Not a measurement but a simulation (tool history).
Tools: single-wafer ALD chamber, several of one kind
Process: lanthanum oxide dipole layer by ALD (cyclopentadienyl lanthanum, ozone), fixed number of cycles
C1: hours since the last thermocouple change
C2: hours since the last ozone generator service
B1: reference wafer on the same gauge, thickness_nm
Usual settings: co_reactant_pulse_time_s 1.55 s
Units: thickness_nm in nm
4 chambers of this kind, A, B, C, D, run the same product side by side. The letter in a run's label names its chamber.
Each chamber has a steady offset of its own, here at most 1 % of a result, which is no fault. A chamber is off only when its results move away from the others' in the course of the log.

run 1A hour=7.5 | co_reactant_pulse_time_s=1.55 | C1=876.1 C2=496.4 | B1=0.47306 | thickness_nm=0.54921
run 2B hour=15.1 | co_reactant_pulse_time_s=1.55 | C1=434.0 C2=199.4 | B1=0.47328 | thickness_nm=0.55038
run 3C hour=22.6 | co_reactant_pulse_time_s=1.55 | C1=112.1 C2=467.6 | B1=0.47337 | thickness_nm=0.55581
run 4D hour=29.3 | co_reactant_pulse_time_s=1.55 | C1=171.7 C2=231.9 | B1=0.47335 | thickness_nm=0.55478
run 5C hour=36.5 | co_reactant_pulse_time_s=1.55 | C1=126.0 C2=481.5 | B1=0.47349 | thickness_nm=0.55712
run 6B hour=44.0 | co_reactant_pulse_time_s=1.55 | C1=462.9 C2=228.3 | B1=0.47341 | thickness_nm=0.55066
run 7A hour=50.1 | co_reactant_pulse_time_s=1.55 | C1=918.7 C2=539.0 | B1=0.47357 | thickness_nm=0.54974
run 8D hour=57.5 | co_reactant_pulse_time_s=1.55 | C1=199.9 C2=260.1 | B1=0.47359 | thickness_nm=0.55538
run 9A hour=63.9 | co_reactant_pulse_time_s=1.55 | C1=932.5 C2=552.8 | B1=0.47369 | thickness_nm=0.55061
run 10C hour=71.3 | co_reactant_pulse_time_s=1.55 | C1=160.8 C2=516.3 | B1=0.47373 | thickness_nm=0.55768
run 11D hour=79.5 | co_reactant_pulse_time_s=1.55 | C1=221.9 C2=282.1 | B1=0.47386 | thickness_nm=0.55447
run 12B hour=86.0 | co_reactant_pulse_time_s=1.55 | C1=504.9 C2=270.3 | B1=0.47395 | thickness_nm=0.55080
run 13A hour=91.2 | co_reactant_pulse_time_s=1.55 | C1=959.8 C2=580.1 | B1=0.47390 | thickness_nm=0.54997
run 14D hour=98.1 | co_reactant_pulse_time_s=1.55 | C1=240.5 C2=300.7 | B1=0.47414 | thickness_nm=0.55516
run 15B hour=105.6 | co_reactant_pulse_time_s=1.55 | C1=524.5 C2=289.9 | B1=0.47414 | thickness_nm=0.55129
run 16C hour=111.5 | co_reactant_pulse_time_s=1.55 | C1=201.0 C2=556.5 | B1=0.47417 | thickness_nm=0.55773
run 17C hour=117.9 | co_reactant_pulse_time_s=1.55 | C1=207.4 C2=562.9 | B1=0.47423 | thickness_nm=0.55936
run 18D hour=124.1 | co_reactant_pulse_time_s=1.55 | C1=266.5 C2=326.7 | B1=0.47432 | thickness_nm=0.55533
run 19B hour=130.2 | co_reactant_pulse_time_s=1.55 | C1=549.1 C2=314.5 | B1=0.47433 | thickness_nm=0.55143
run 20A hour=135.5 | co_reactant_pulse_time_s=1.55 | C1=1004.1 C2=624.4 | B1=0.47430 | thickness_nm=0.55087
run 21D hour=143.6 | co_reactant_pulse_time_s=1.55 | C1=286.0 C2=346.2 | B1=0.47467 | thickness_nm=0.55577
run 22A hour=150.7 | co_reactant_pulse_time_s=1.95 | C1=1019.3 C2=639.6 | B1=0.47463 | thickness_nm=0.56603
run 23B hour=158.6 | co_reactant_pulse_time_s=1.95 | C1=577.5 C2=342.9 | B1=0.47475 | thickness_nm=0.56672
run 24C hour=162.7 | co_reactant_pulse_time_s=1.95 | C1=252.2 C2=607.7 | B1=0.47464 | thickness_nm=0.57448
run 25A hour=169.1 | co_reactant_pulse_time_s=1.95 | C1=1037.7 C2=658.0 | B1=0.47470 | thickness_nm=0.56640
run 26D hour=172.8 | co_reactant_pulse_time_s=1.55 | C1=315.2 C2=375.4 | B1=0.47464 | thickness_nm=0.55514
run 27C hour=179.5 | co_reactant_pulse_time_s=1.55 | C1=269.0 C2=624.5 | B1=0.47506 | thickness_nm=0.55802
run 28B hour=184.5 | co_reactant_pulse_time_s=1.55 | C1=603.4 C2=368.8 | B1=0.47502 | thickness_nm=0.55171
run 29D hour=191.9 | co_reactant_pulse_time_s=1.55 | C1=334.3 C2=394.5 | B1=0.47503 | thickness_nm=0.55551
run 30C hour=196.7 | co_reactant_pulse_time_s=1.55 | C1=286.2 C2=641.7 | B1=0.47505 | thickness_nm=0.55851
run 31B hour=200.7 | co_reactant_pulse_time_s=1.55 | C1=619.6 C2=385.0 | B1=0.47510 | thickness_nm=0.55211
run 32A hour=207.3 | co_reactant_pulse_time_s=1.55 | C1=1075.9 C2=696.2 | B1=0.47508 | thickness_nm=0.55079
run 33B hour=211.7 | co_reactant_pulse_time_s=1.55 | C1=630.6 C2=396.0 | B1=0.47528 | thickness_nm=0.55279

Next, every chamber runs the same settings. What will each give?
run 34A hour=217.6 | co_reactant_pulse_time_s=1.07 | thickness_nm=?
run 34B hour=217.6 | co_reactant_pulse_time_s=1.07 | thickness_nm=?
run 34C hour=217.6 | co_reactant_pulse_time_s=1.07 | thickness_nm=?
run 34D hour=217.6 | co_reactant_pulse_time_s=1.07 | thickness_nm=?

run=34A thickness_nm=0.50896
run=34B thickness_nm=0.50995
run=34C thickness_nm=0.51632
run=34D thickness_nm=0.51398
